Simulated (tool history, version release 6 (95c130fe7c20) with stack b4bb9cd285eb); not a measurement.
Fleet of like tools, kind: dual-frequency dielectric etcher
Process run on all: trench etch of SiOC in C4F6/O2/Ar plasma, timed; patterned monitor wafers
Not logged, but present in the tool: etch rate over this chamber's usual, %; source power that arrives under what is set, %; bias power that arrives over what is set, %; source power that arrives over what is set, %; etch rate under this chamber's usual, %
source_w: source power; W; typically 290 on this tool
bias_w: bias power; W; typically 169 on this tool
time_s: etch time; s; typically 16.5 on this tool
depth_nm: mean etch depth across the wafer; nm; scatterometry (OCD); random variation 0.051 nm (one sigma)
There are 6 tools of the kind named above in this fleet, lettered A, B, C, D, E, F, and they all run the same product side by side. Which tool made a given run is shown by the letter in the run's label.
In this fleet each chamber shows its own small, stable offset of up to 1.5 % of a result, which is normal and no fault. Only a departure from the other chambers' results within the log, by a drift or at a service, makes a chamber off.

run	hour	source_w	bias_w	time_s	hours since the last wet clean	hours since the last source power generator calibration	hours since the last bias power generator calibration	read-back reference wafer on the same gauge, depth_nm	depth_nm
1A	8.6	290	169	16.5	391.6	348.6	2364.3	25.104	29.646
2B	15.7	290	169	16.5	154.7	1350.8	1004.8	25.108	29.747
3F	25.4	290	169	16.5	476.2	554.0	1848.4	25.110	29.853
4D	35.9	290	169	16.5	186.8	990.2	2534.4	25.128	29.207
5C	47.7	290	169	16.5	165.9	1885.7	1427.1	25.126	29.598
6E	55.9	290	169	16.5	366.5	1357.7	1735.2	25.137	29.733
7B	68.9	290	169	16.5	207.9	1404.0	1058.0	25.140	29.835
8A	76.2	290	169	16.5	459.2	416.2	2431.9	25.143	29.729
9E	85.1	290	169	18.5	395.7	1386.9	1764.4	25.136	33.333
10D	93.7	290	169	18.5	244.6	1048.0	2592.2	25.150	32.943
11C	103.2	290	169	18.5	221.4	1941.2	1482.6	25.153	33.176
# hour 107.9: chamber F: wet clean of the chamber
12F	109.8	290	169	18.5	1.9	638.4	1932.8	25.169	33.560
13C	119.8	290	169	18.5	238.0	1957.8	1499.2	25.174	33.254
14B	129.5	290	169	18.5	268.5	1464.6	1118.6	25.170	33.438
15A	138.4	290	169	16.5	521.4	478.4	2494.1	25.168	29.699
16D	148.0	230	182	16.5	298.9	1102.3	2646.5	25.179	27.405
17F	161.1	230	182	16.5	53.2	689.7	1984.1	25.176	28.091
18E	167.9	230	182	16.5	478.5	1469.7	1847.2	25.195	27.906
19E	174.3	230	182	16.5	484.9	1476.1	1853.6	25.188	27.962
20C	186.6	230	182	16.5	304.8	2024.6	1566.0	25.188	27.933
21D	194.0	230	182	16.5	344.9	1148.3	2692.5	25.196	27.452
22A	204.0	290	153	16.5	587.0	544.0	2559.7	25.199	28.821
23F	213.4	290	153	16.5	105.5	742.0	2036.4	25.199	29.063
# hour 216.9: chamber A: wet clean of the chamber
24B	223.6	290	153	16.5	362.6	1558.7	1212.7	25.213	29.016
25F	230.5	290	153	16.5	122.6	759.1	2053.5	25.217	28.952
26E	240.6	290	153	16.5	551.2	1542.4	1919.9	25.221	28.917
27C	252.1	290	153	16.5	370.3	2090.1	1631.5	25.222	28.817
28B	261.4	220	169	19.0	400.4	1596.5	1250.5	25.230	31.076
29A	269.2	220	169	19.0	52.3	609.2	2624.9	25.245	30.890
30D	279.7	220	169	19.0	430.6	1234.0	2778.2	25.246	30.330
31D	290.6	220	169	19.0	441.5	1244.9	2789.1	25.254	30.395
# hour 297.9: chamber E: bias power generator calibrated
# hour 301.7: chamber E: wet clean of the chamber
32E	301.7	220	169	19.0	0.0	1603.5	3.9	25.247	30.863
33B	310.4	220	169	19.0	449.4	1645.5	1299.5	25.260	31.097
34A	322.5	290	169	16.5	105.6	662.5	2678.2	25.269	29.800
35C	328.9	290	169	16.5	447.1	2166.9	1708.3	25.271	29.797
36F	335.1	290	169	16.5	227.2	863.7	2158.1	25.266	29.909
37F	341.6	290	169	16.5	233.7	870.2	2164.6	25.263	29.863

Each of the 6 chambers runs these same settings next. Fill in every chamber's results:
38A	351.2	330	169	16.5					?
38B	351.2	330	169	16.5					?
38C	351.2	330	169	16.5					?
38D	351.2	330	169	16.5					?
38E	351.2	330	169	16.5					?
38F	351.2	330	169	16.5					?

run	depth_nm
38A	31.402
38B	31.494
38C	31.199
38D	30.950
38E	31.410
38F	31.527
